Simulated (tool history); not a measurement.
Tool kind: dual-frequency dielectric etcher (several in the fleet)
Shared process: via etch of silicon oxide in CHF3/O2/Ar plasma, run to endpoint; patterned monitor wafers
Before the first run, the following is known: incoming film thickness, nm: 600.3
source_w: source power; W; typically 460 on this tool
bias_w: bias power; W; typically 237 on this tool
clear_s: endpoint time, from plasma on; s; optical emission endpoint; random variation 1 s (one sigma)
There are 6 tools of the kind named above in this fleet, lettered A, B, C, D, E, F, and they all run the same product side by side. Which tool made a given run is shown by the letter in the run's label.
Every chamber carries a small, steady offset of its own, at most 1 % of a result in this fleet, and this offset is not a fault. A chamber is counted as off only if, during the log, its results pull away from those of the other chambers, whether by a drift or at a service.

| run | hour | source_w | bias_w | hours since the last wet clean | hours since the last source power generator calibration | hours since the last bias power generator calibration | clear_s |
|---|---|---|---|---|---|---|---|
| 1E | 2.9 | 460 | 237 | 116.1 | 651.3 | 1060.2 | 305.12 |
| 2F | 6.3 | 460 | 237 | 287.3 | 1641 | 2963.5 | 305.55 |
| 3A | 9.8 | 460 | 237 | 380.3 | 321.1 | 2914.9 | 307.37 |
| 4C | 13.6 | 460 | 237 | 259.6 | 2273.2 | 3540.1 | 306.39 |
| 5B | 16.2 | 510 | 268 | 178 | 836.5 | 479.4 | 283.1 |
| 6D | 20.2 | 510 | 268 | 88.2 | 1102.6 | 1685 | 283.53 |
| 7A | 22.3 | 510 | 268 | 392.8 | 333.6 | 2927.4 | 282.02 |
| 8B | 25.9 | 510 | 268 | 187.7 | 846.2 | 489.1 | 282.43 |
| 9D | 27.9 | 510 | 268 | 95.9 | 1110.3 | 1692.7 | 281.02 |
| 10F | 32.2 | 510 | 268 | 313.2 | 1666.9 | 2989.4 | 284.33 |
| 11E | 36.4 | 460 | 237 | 149.6 | 684.8 | 1093.7 | 303.65 |
| 12C | 39.2 | 460 | 217 | 285.2 | 2298.8 | 3565.7 | 317.14 |
| 13C | 42.1 | 460 | 217 | 288.1 | 2301.7 | 3568.6 | 315.27 |
| 14B | 46 | 460 | 217 | 207.8 | 866.3 | 509.2 | 317.3 |
| 15F | 49.6 | 460 | 217 | 330.6 | 1684.3 | 3006.8 | 317.43 |
| 16A | 54 | 460 | 217 | 424.5 | 365.3 | 2959.1 | 315.68 |
| 17D | 58.3 | 460 | 217 | 126.3 | 1140.7 | 1723.1 | 314.65 |
| 18E | 62.7 | 460 | 237 | 175.9 | 711.1 | 1120 | 303.32 |
| 19F | 66 | 460 | 237 | 347 | 1700.7 | 3023.2 | 307.11 |
| 20E | 68.4 | 460 | 237 | 181.6 | 716.8 | 1125.7 | 302.33 |
| 21B | 70.5 | 460 | 237 | 232.3 | 890.8 | 533.7 | 310.66 |
| 22C | 74.1 | 460 | 194 | 320.1 | 2333.7 | 3600.6 | 329.06 |
| 23A | 77 | 460 | 194 | 447.5 | 388.3 | 2982.1 | 328.83 |
| 24D | 79.6 | 460 | 194 | 147.6 | 1162 | 1744.4 | 327.61 |
| 25D | 83.6 | 460 | 194 | 151.6 | 1166 | 1748.4 | 329.68 |
| 26C | 86.4 | 460 | 194 | 332.4 | 2346 | 3612.9 | 328.6 |
| 27A | 90.3 | 460 | 194 | 460.8 | 401.6 | 2995.4 | 327.58 |
| 28B | 92.3 | 460 | 237 | 254.1 | 912.6 | 555.5 | 310.28 |
| 29E | 94.7 | 460 | 237 | 207.9 | 743.1 | 1152 | 301.17 |
| 30F | 98.2 | 460 | 237 | 379.2 | 1732.9 | 3055.4 | 307.28 |
| 31C | 102.5 | 460 | 237 | 348.5 | 2362.1 | 3629 | 307.72 |
| 32F | 107.1 | 460 | 237 | 388.1 | 1741.8 | 3064.3 | 309.01 |
| 33D | 109.7 | 460 | 237 | 177.7 | 1192.1 | 1774.5 | 307.26 |
|  | 112.1 | chamber C: bias power generator calibrated |
| 34A | 113.7 | 460 | 237 | 484.2 | 425 | 3018.8 | 305.97 |
| 35B | 116.3 | 460 | 237 | 278.1 | 936.6 | 579.5 | 307.72 |
| 36E | 120.9 | 460 | 237 | 234.1 | 769.3 | 1178.2 | 299.18 |
| 37F | 125 | 460 | 237 | 406 | 1759.7 | 3082.2 | 308.19 |
| 38C | 127.9 | 460 | 237 | 373.9 | 2387.5 | 15.8 | 306.62 |
| 39B | 132.5 | 460 | 237 | 294.3 | 952.8 | 595.7 | 308.12 |
| 40A | 136.6 | 460 | 237 | 507.1 | 447.9 | 3041.7 | 306.91 |

Next, every chamber runs the same settings. What will each give?
| 41A | 139.9 | 460 | 237 |  |  |  | ? |
| 41B | 139.9 | 460 | 237 |  |  |  | ? |
| 41C | 139.9 | 460 | 237 |  |  |  | ? |
| 41D | 139.9 | 460 | 237 |  |  |  | ? |
| 41E | 139.9 | 460 | 237 |  |  |  | ? |
| 41F | 139.9 | 460 | 237 |  |  |  | ? |

| run | clear_s |
|---|---|
| 41A | 304.54 |
| 41B | 309.34 |
| 41C | 304.75 |
| 41D | 306.18 |
| 41E | 299.99 |
| 41F | 305.31 |
